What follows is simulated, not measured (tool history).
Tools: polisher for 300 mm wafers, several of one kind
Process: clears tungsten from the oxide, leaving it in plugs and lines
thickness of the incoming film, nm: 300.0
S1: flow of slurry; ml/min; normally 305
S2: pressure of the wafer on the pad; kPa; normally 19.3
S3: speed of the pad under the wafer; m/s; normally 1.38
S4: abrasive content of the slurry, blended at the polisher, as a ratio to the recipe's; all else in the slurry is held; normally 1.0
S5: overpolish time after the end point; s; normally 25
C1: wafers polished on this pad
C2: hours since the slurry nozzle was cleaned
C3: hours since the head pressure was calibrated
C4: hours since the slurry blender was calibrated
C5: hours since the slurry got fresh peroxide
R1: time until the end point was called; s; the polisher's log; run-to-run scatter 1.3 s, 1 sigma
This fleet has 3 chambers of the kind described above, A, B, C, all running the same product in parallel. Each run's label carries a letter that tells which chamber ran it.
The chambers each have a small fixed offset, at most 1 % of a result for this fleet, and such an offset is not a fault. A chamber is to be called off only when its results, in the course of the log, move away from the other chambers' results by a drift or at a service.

Run 1B, hour 11.0: usual settings; C1 253; C2 43.0; C3 788.9; C4 287.2; C5 43.6. Result: R1 64.779 s.
Run 2A, hour 20.5: usual settings; C1 349; C2 751.6; C3 150.7; C4 238.8; C5 47.2. Result: R1 65.878 s.
At hour 26.2: chamber C: slurry nozzle cleaned.
At hour 30.5: chamber C: slurry tank refilled with fresh slurry and peroxide.
Run 3C, hour 32.0: usual settings; C1 945; C2 5.9; C3 808.6; C4 57.8; C5 1.6. Result: R1 66.379 s.
Run 4B, hour 41.6: usual settings; C1 521; C2 73.6; C3 819.5; C4 317.8; C5 74.2. Result: R1 63.359 s.
At hour 43.1: chamber C: worn pad replaced by a new one.
At hour 44.6: chamber B: slurry blender recalibrated.
Run 5A, hour 48.0: usual settings; C1 589; C2 779.1; C3 178.2; C4 266.3; C5 74.7. Result: R1 66.356 s.
Run 6C, hour 59.1: usual settings; C1 140; C2 33.0; C3 835.7; C4 84.9; C5 28.7. Result: R1 67.326 s.
At hour 59.8: chamber A: slurry blender recalibrated.
At hour 61.6: chamber B: worn pad replaced by a new one.
Run 7A, hour 69.1: usual settings but S2 24.1 kPa; C1 774; C2 800.2; C3 199.3; C4 9.3; C5 95.8. Result: R1 54.334 s.
Run 8B, hour 76.5: usual settings but S2 24.1 kPa; C1 130; C2 108.5; C3 854.4; C4 32.0; C5 109.1. Result: R1 53.033 s.
At hour 84.7: chamber A: worn pad replaced by a new one.
Run 9C, hour 89.6: usual settings but S2 24.1 kPa; C1 407; C2 63.5; C3 866.2; C4 115.4; C5 59.2. Result: R1 50.891 s.
At hour 90.3: chamber A: slurry tank refilled with fresh slurry and peroxide.
Run 10C, hour 98.2: usual settings; C1 483; C2 72.1; C3 874.8; C4 124.0; C5 67.8. Result: R1 67.113 s.
At hour 103.1: chamber C: slurry tank refilled with fresh slurry and peroxide.
Run 11A, hour 109.2: usual settings; C1 215; C2 840.3; C3 239.4; C4 49.4; C5 18.9. Result: R1 67.587 s.
Run 12B, hour 119.3: usual settings; C1 505; C2 151.3; C3 897.2; C4 74.8; C5 151.9. Result: R1 64.754 s.
At hour 122.9: chamber A: slurry nozzle cleaned.
At hour 125.2: chamber C: slurry blender recalibrated.
Run 13B, hour 126.4: usual settings; C1 567; C2 158.4; C3 904.3; C4 81.9; C5 159.0. Result: R1 67.019 s.
Run 14C, hour 137.5: usual settings; C1 827; C2 111.4; C3 914.1; C4 12.3; C5 34.5. Result: R1 66.262 s.
Run 15A, hour 146.8: usual settings; C1 544; C2 24.0; C3 277.0; C4 87.0; C5 56.5. Result: R1 65.422 s.
At hour 151.3: chamber B: worn pad replaced by a new one.
Run 16B, hour 155.0: usual settings; C1 32; C2 187.0; C3 932.9; C4 110.5; C5 187.6. Result: R1 65.882 s.
At hour 164.3: chamber C: slurry tank refilled with fresh slurry and peroxide.
Run 17C, hour 166.0: usual settings; C1 1076; C2 139.9; C3 942.6; C4 40.8; C5 1.7. Result: R1 64.993 s.
Run 18A, hour 176.0: usual settings; C1 799; C2 53.2; C3 306.2; C4 116.2; C5 85.7. Result: R1 62.294 s.
At hour 182.0: chamber C: worn pad replaced by a new one.
Run 19C, hour 190.1: usual settings; C1 71; C2 164.0; C3 966.7; C4 64.9; C5 25.8. Result: R1 66.276 s.
Run 20B, hour 197.0: usual settings; C1 400; C2 229.0; C3 974.9; C4 152.5; C5 229.6. Result: R1 72.182 s.
At hour 205.0: chamber A: slurry tank refilled with fresh slurry and peroxide.
Run 21A, hour 210.9: usual settings; C1 1105; C2 88.1; C3 341.1; C4 151.1; C5 5.9. Result: R1 62.517 s.
At hour 213.6: chamber A: worn pad replaced by a new one.
Run 22C, hour 223.1: usual settings; C1 360; C2 197.0; C3 999.7; C4 97.9; C5 58.8. Result: R1 64.275 s.
At hour 234.7: chamber C: slurry tank refilled with fresh slurry and peroxide.
Run 23A, hour 236.7: usual settings; C1 202; C2 113.9; C3 366.9; C4 176.9; C5 31.7. Result: R1 62.363 s.
Run 24B, hour 244.5: usual settings; C1 816; C2 276.5; C3 1022.4; C4 200.0; C5 277.1. Result: R1 70.644 s.
At hour 246.8: chamber B: worn pad replaced by a new one.
Run 25A, hour 253.7: usual settings; C1 351; C2 130.9; C3 383.9; C4 193.9; C5 48.7. Result: R1 66.881 s.
Run 26C, hour 268.2: usual settings; C1 754; C2 242.1; C3 1044.8; C4 143.0; C5 33.5. Result: R1 63.559 s.
Run 27B, hour 282.2: usual settings; C1 310; C2 314.2; C3 1060.1; C4 237.7; C5 314.8. Result: R1 74.731 s.
Run 28C, hour 291.7: usual settings; C1 960; C2 265.6; C3 1068.3; C4 166.5; C5 57.0. Result: R1 66.276 s.
At hour 298.4: chamber C: slurry nozzle cleaned.
At hour 305.4: chamber C: slurry tank refilled with fresh slurry and peroxide.
Run 29B, hour 306.4: usual settings but S3 1.66 m/s, S4 1.2; C1 522; C2 338.4; C3 1084.3; C4 261.9; C5 339.0. Result: R1 62.433 s.
Run 30A, hour 321.1: usual settings but S3 1.66 m/s, S4 1.2; C1 941; C2 198.3; C3 451.3; C4 261.3; C5 116.1. Result: R1 51.122 s.
At hour 321.4: chamber C: slurry blender recalibrated.
Run 31C, hour 328.7: usual settings but S3 1.66 m/s, S4 1.2; C1 1284; C2 30.4; C3 1105.3; C4 7.3; C5 23.4. Result: R1 52.295 s.

For the next run the whole fleet of 3 chambers uses the same settings. Give each chamber's results:
Run 32A, hour 339.2: usual settings but S1 205 ml/min. Result: R1 ?.
Run 32B, hour 339.2: usual settings but S1 205 ml/min. Result: R1 ?.
Run 32C, hour 339.2: usual settings but S1 205 ml/min. Result: R1 ?.

run      R1
32A  69.222
32B  82.830
32C  69.167
